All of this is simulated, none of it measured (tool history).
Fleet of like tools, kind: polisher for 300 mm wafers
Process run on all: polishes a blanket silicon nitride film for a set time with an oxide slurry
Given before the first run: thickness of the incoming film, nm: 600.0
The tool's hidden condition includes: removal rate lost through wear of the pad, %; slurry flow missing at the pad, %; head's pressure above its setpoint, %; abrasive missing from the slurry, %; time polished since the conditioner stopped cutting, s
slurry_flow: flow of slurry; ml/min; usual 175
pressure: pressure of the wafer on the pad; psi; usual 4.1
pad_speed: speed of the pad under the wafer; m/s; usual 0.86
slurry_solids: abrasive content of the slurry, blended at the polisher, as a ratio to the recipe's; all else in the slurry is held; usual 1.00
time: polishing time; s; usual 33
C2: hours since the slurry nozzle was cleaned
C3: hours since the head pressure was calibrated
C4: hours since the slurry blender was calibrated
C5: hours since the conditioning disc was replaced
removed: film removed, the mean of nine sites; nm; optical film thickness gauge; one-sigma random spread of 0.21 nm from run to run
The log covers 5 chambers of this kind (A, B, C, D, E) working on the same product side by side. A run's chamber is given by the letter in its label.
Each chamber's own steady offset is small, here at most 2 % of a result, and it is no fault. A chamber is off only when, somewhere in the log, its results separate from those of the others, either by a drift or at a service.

Run 1D, hour 11.8: usual settings; wafers polished on this pad 328; C2 131.5; C3 216.4; C4 139.3; C5 113.5. Result: removed 18.818 nm.
At hour 16.1: chamber B: worn pad replaced by a new one.
Run 2A, hour 21.2: usual settings; wafers polished on this pad 841; C2 324.7; C3 1119.4; C4 88.4; C5 58.1. Result: removed 18.538 nm.
At hour 26.0: chamber B: slurry blender recalibrated.
Run 3C, hour 27.4: usual settings; wafers polished on this pad 733; C2 315.6; C3 703.6; C4 71.6; C5 345.8. Result: removed 19.063 nm.
At hour 29.5: chamber E: worn pad replaced by a new one.
At hour 33.8: chamber C: conditioning disc replaced and pad reconditioned.
At hour 34.4: chamber A: head pressure recalibrated.
Run 4E, hour 35.0: usual settings; wafers polished on this pad 85; C2 144.3; C3 229.3; C4 207.6; C5 48.3. Result: removed 19.350 nm.
At hour 37.4: chamber C: slurry nozzle cleaned.
Run 5B, hour 48.6: usual settings; wafers polished on this pad 504; C2 271.8; C3 349.6; C4 22.7; C5 475.5. Result: removed 18.860 nm.
At hour 51.5: chamber A: slurry nozzle cleaned.
At hour 56.4: chamber B: slurry nozzle cleaned.
At hour 56.9: chamber D: slurry blender recalibrated.
Run 6C, hour 58.3: usual settings; wafers polished on this pad 1211; C2 20.9; C3 734.5; C4 102.5; C5 24.5. Result: removed 19.072 nm.
At hour 62.8: chamber C: head pressure recalibrated.
Run 7D, hour 66.8: usual settings but pad_speed 1.06 m/s, slurry_solids 1.25; wafers polished on this pad 1180; C2 186.5; C3 271.4; C4 10.0; C5 168.5. Result: removed 24.918 nm.
Run 8A, hour 79.7: usual settings but pad_speed 1.06 m/s, slurry_solids 1.25; wafers polished on this pad 1747; C2 28.2; C3 45.3; C4 146.9; C5 116.6. Result: removed 24.392 nm.
At hour 82.3: chamber C: worn pad replaced by a new one.
At hour 82.8: chamber D: worn pad replaced by a new one.
At hour 85.2: chamber B: conditioning disc replaced and pad reconditioned.
Run 9B, hour 85.9: usual settings but pad_speed 1.06 m/s, slurry_solids 1.25; wafers polished on this pad 1082; C2 29.6; C3 386.9; C4 60.0; C5 0.8. Result: removed 24.209 nm.
Run 10E, hour 97.9: usual settings but pad_speed 1.06 m/s, slurry_solids 1.25; wafers polished on this pad 1060; C2 207.2; C3 292.2; C4 270.5; C5 111.2. Result: removed 25.546 nm.
Run 11D, hour 105.5: usual settings but pad_speed 1.06 m/s, slurry_solids 1.25; wafers polished on this pad 353; C2 225.2; C3 310.1; C4 48.7; C5 207.2. Result: removed 24.975 nm.
At hour 109.8: chamber B: worn pad replaced by a new one.
Run 12C, hour 111.8: usual settings; wafers polished on this pad 457; C2 74.4; C3 49.0; C4 156.0; C5 78.0. Result: removed 19.079 nm.
At hour 112.8: chamber E: slurry blender recalibrated.
At hour 115.2: chamber E: worn pad replaced by a new one.
Run 13E, hour 125.7: usual settings; wafers polished on this pad 163; C2 235.0; C3 320.0; C4 12.9; C5 139.0. Result: removed 18.969 nm.
Run 14B, hour 133.9: usual settings; wafers polished on this pad 373; C2 77.6; C3 434.9; C4 108.0; C5 48.8. Result: removed 18.413 nm.
At hour 142.3: chamber C: slurry blender recalibrated.
At hour 145.6: chamber D: head pressure recalibrated.
Run 15A, hour 147.3: usual settings; wafers polished on this pad 2795; C2 95.8; C3 112.9; C4 214.5; C5 184.2. Result: removed 18.751 nm.
Run 16B, hour 157.2: usual settings; wafers polished on this pad 734; C2 100.9; C3 458.2; C4 131.3; C5 72.1. Result: removed 19.036 nm.
Run 17E, hour 166.8: usual settings but pressure 3.2 psi, pad_speed 0.76 m/s; wafers polished on this pad 800; C2 276.1; C3 361.1; C4 54.0; C5 180.1. Result: removed 13.505 nm.
At hour 170.9: chamber D: worn pad replaced by a new one.
Run 18D, hour 179.5: usual settings but pressure 3.2 psi, pad_speed 0.76 m/s; wafers polished on this pad 133; C2 299.2; C3 33.9; C4 122.7; C5 281.2. Result: removed 13.403 nm.
At hour 185.9: chamber B: worn pad replaced by a new one.
Run 19C, hour 187.7: usual settings but pressure 3.2 psi, pad_speed 0.76 m/s; wafers polished on this pad 1633; C2 150.3; C3 124.9; C4 45.4; C5 153.9. Result: removed 13.460 nm.
At hour 189.6: chamber C: worn pad replaced by a new one.
Run 20A, hour 195.8: usual settings but pressure 3.2 psi, pad_speed 0.76 m/s; wafers polished on this pad 3546; C2 144.3; C3 161.4; C4 263.0; C5 232.7. Result: removed 13.362 nm.
Run 21D, hour 207.1: usual settings but pressure 3.2 psi, pad_speed 0.76 m/s; wafers polished on this pad 561; C2 326.8; C3 61.5; C4 150.3; C5 308.8. Result: removed 13.236 nm.
At hour 208.2: chamber E: conditioning disc replaced and pad reconditioned.
At hour 211.8: chamber E: worn pad replaced by a new one.
Run 22B, hour 214.8: usual settings but slurry_flow 215 ml/min, slurry_solids 0.85; wafers polished on this pad 448; C2 158.5; C3 515.8; C4 188.9; C5 129.7. Result: removed 18.152 nm.
Run 23A, hour 221.1: usual settings but slurry_flow 215 ml/min, slurry_solids 0.85; wafers polished on this pad 3938; C2 169.6; C3 186.7; C4 288.3; C5 258.0. Result: removed 17.653 nm.
At hour 228.6: chamber D: slurry blender recalibrated.
Run 24E, hour 229.8: usual settings but slurry_flow 215 ml/min, slurry_solids 0.85; wafers polished on this pad 280; C2 339.1; C3 424.1; C4 117.0; C5 21.6. Result: removed 18.662 nm.
Run 25C, hour 239.1: usual settings but slurry_flow 215 ml/min, slurry_solids 0.85; wafers polished on this pad 767; C2 201.7; C3 176.3; C4 96.8; C5 205.3. Result: removed 17.910 nm.
At hour 247.4: chamber D: worn pad replaced by a new one.
Run 26A, hour 252.1: usual settings but slurry_flow 215 ml/min, slurry_solids 0.85; wafers polished on this pad 4419; C2 200.6; C3 217.7; C4 319.3; C5 289.0. Result: removed 17.879 nm.
Run 27C, hour 264.0: usual settings; wafers polished on this pad 1153; C2 226.6; C3 201.2; C4 121.7; C5 230.2. Result: removed 19.184 nm.
At hour 264.5: chamber D: conditioning disc replaced and pad reconditioned.
At hour 274.1: chamber B: worn pad replaced by a new one.
Run 28B, hour 275.1: usual settings; wafers polished on this pad 16; C2 218.8; C3 576.1; C4 249.2; C5 190.0. Result: removed 18.940 nm.
At hour 276.5: chamber A: conditioning disc replaced and pad reconditioned.
At hour 283.5: chamber C: worn pad replaced by a new one.
Run 29E, hour 288.5: usual settings; wafers polished on this pad 1189; C2 397.8; C3 482.8; C4 175.7; C5 80.3. Result: removed 19.166 nm.
At hour 294.5: chamber E: worn pad replaced by a new one.
Run 30D, hour 300.4: usual settings; wafers polished on this pad 821; C2 420.1; C3 154.8; C4 71.8; C5 36.0. Result: removed 18.556 nm.
Run 31E, hour 306.8: usual settings; wafers polished on this pad 190; C2 416.1; C3 501.1; C4 194.0; C5 98.6. Result: removed 19.263 nm.
Run 32C, hour 316.4: usual settings; wafers polished on this pad 510; C2 279.0; C3 253.6; C4 174.1; C5 282.6. Result: removed 19.019 nm.
Run 33B, hour 330.5: usual settings; wafers polished on this pad 874; C2 274.2; C3 631.5; C4 304.6; C5 245.4. Result: removed 18.600 nm.
At hour 332.2: chamber D: worn pad replaced by a new one.
At hour 341.7: chamber C: slurry blender recalibrated.
Run 34A, hour 343.7: usual settings; wafers polished on this pad 5838; C2 292.2; C3 309.3; C4 410.9; C5 67.3. Result: removed 18.342 nm.
Run 35D, hour 351.6: usual settings; wafers polished on this pad 300; C2 471.3; C3 206.0; C4 123.0; C5 87.2. Result: removed 18.840 nm.
At hour 353.2: chamber A: slurry nozzle cleaned.
Run 36B, hour 364.9: usual settings; wafers polished on this pad 1407; C2 308.6; C3 665.9; C4 339.0; C5 279.8. Result: removed 19.066 nm.
At hour 367.8: chamber C: worn pad replaced by a new one.
At hour 368.1: chamber B: worn pad replaced by a new one.
At hour 373.1: chamber B: slurry nozzle cleaned.
At hour 375.3: chamber C: slurry nozzle cleaned.
Run 37D, hour 378.4: usual settings but slurry_flow 145 ml/min, pressure 4.6 psi; wafers polished on this pad 715; C2 498.1; C3 232.8; C4 149.8; C5 114.0. Result: removed 20.650 nm.
At hour 384.9: chamber A: slurry blender recalibrated.
At hour 385.8: chamber E: worn pad replaced by a new one.
Run 38E, hour 388.8: usual settings but slurry_flow 145 ml/min, pressure 4.6 psi; wafers polished on this pad 47; C2 498.1; C3 583.1; C4 276.0; C5 180.6. Result: removed 20.901 nm.
Run 39C, hour 394.9: usual settings but slurry_flow 145 ml/min, pressure 4.6 psi; wafers polished on this pad 421; C2 19.7; C3 332.1; C4 53.3; C5 361.1. Result: removed 20.710 nm.
At hour 406.3: chamber E: conditioning disc replaced and pad reconditioned.
Run 40A, hour 406.6: usual settings but slurry_flow 145 ml/min, pressure 4.6 psi; wafers polished on this pad 6813; C2 53.5; C3 372.2; C4 21.8; C5 130.2. Result: removed 19.708 nm.
Run 41B, hour 419.8: usual settings but slurry_flow 145 ml/min, pressure 4.6 psi; wafers polished on this pad 801; C2 46.8; C3 720.8; C4 393.9; C5 334.7. Result: removed 20.572 nm.
At hour 420.0: chamber D: worn pad replaced by a new one.
At hour 421.6: chamber D: slurry blender recalibrated.
At hour 425.7: chamber E: slurry blender recalibrated.
Run 42A, hour 426.4: usual settings; wafers polished on this pad 7120; C2 73.3; C3 392.0; C4 41.6; C5 150.0. Result: removed 17.838 nm.
Run 43D, hour 438.6: usual settings; wafers polished on this pad 288; C2 558.3; C3 293.0; C4 17.0; C5 174.2. Result: removed 18.547 nm.
Run 44E, hour 446.3: usual settings but slurry_flow 155 ml/min, time 25 s; wafers polished on this pad 938; C2 555.6; C3 640.6; C4 20.6; C5 40.0. Result: removed 14.498 nm.

Which is it: a chamber that has drifted or been left off by a service, a gauge drift common to all chambers, or only each chamber's usual small offset? If a chamber is off, name it and its likeliest cause.

Chamber A drifts away from the others.
Most likely cause: removal rate lost through wear of the pad, % = 5.58.
With only this log, it may be confused with: head's pressure below its setpoint, %.

Which of the 4 candidates below, each the usual settings with something changed and its results left as question marks, puts chamber A back in line with what the other chambers give on the usual settings?
In line means no further than this from the other chambers' mean on the usual settings: removed 0.720 nm
Run 45A-1, hour 456.5: usual settings but pressure 4.6 psi. Result: removed ?.
Run 45A-2, hour 456.5: usual settings but pad_speed 0.92 m/s. Result: removed ?.
Run 45A-3, hour 456.5: usual settings but slurry_flow 170 ml/min, pressure 3.6 psi. Result: removed ?.
Run 45A-4, hour 456.5: usual settings but pressure 4.0 psi, time 32 s. Result: removed ?.

Usual-settings mean across the other chambers: removed 18.927 nm
  run  removed
45A-1   19.956
45A-2   18.818
45A-3   15.606
45A-4   16.861
Change 45A-2 lands the chamber within the allowed miss of the other chambers.
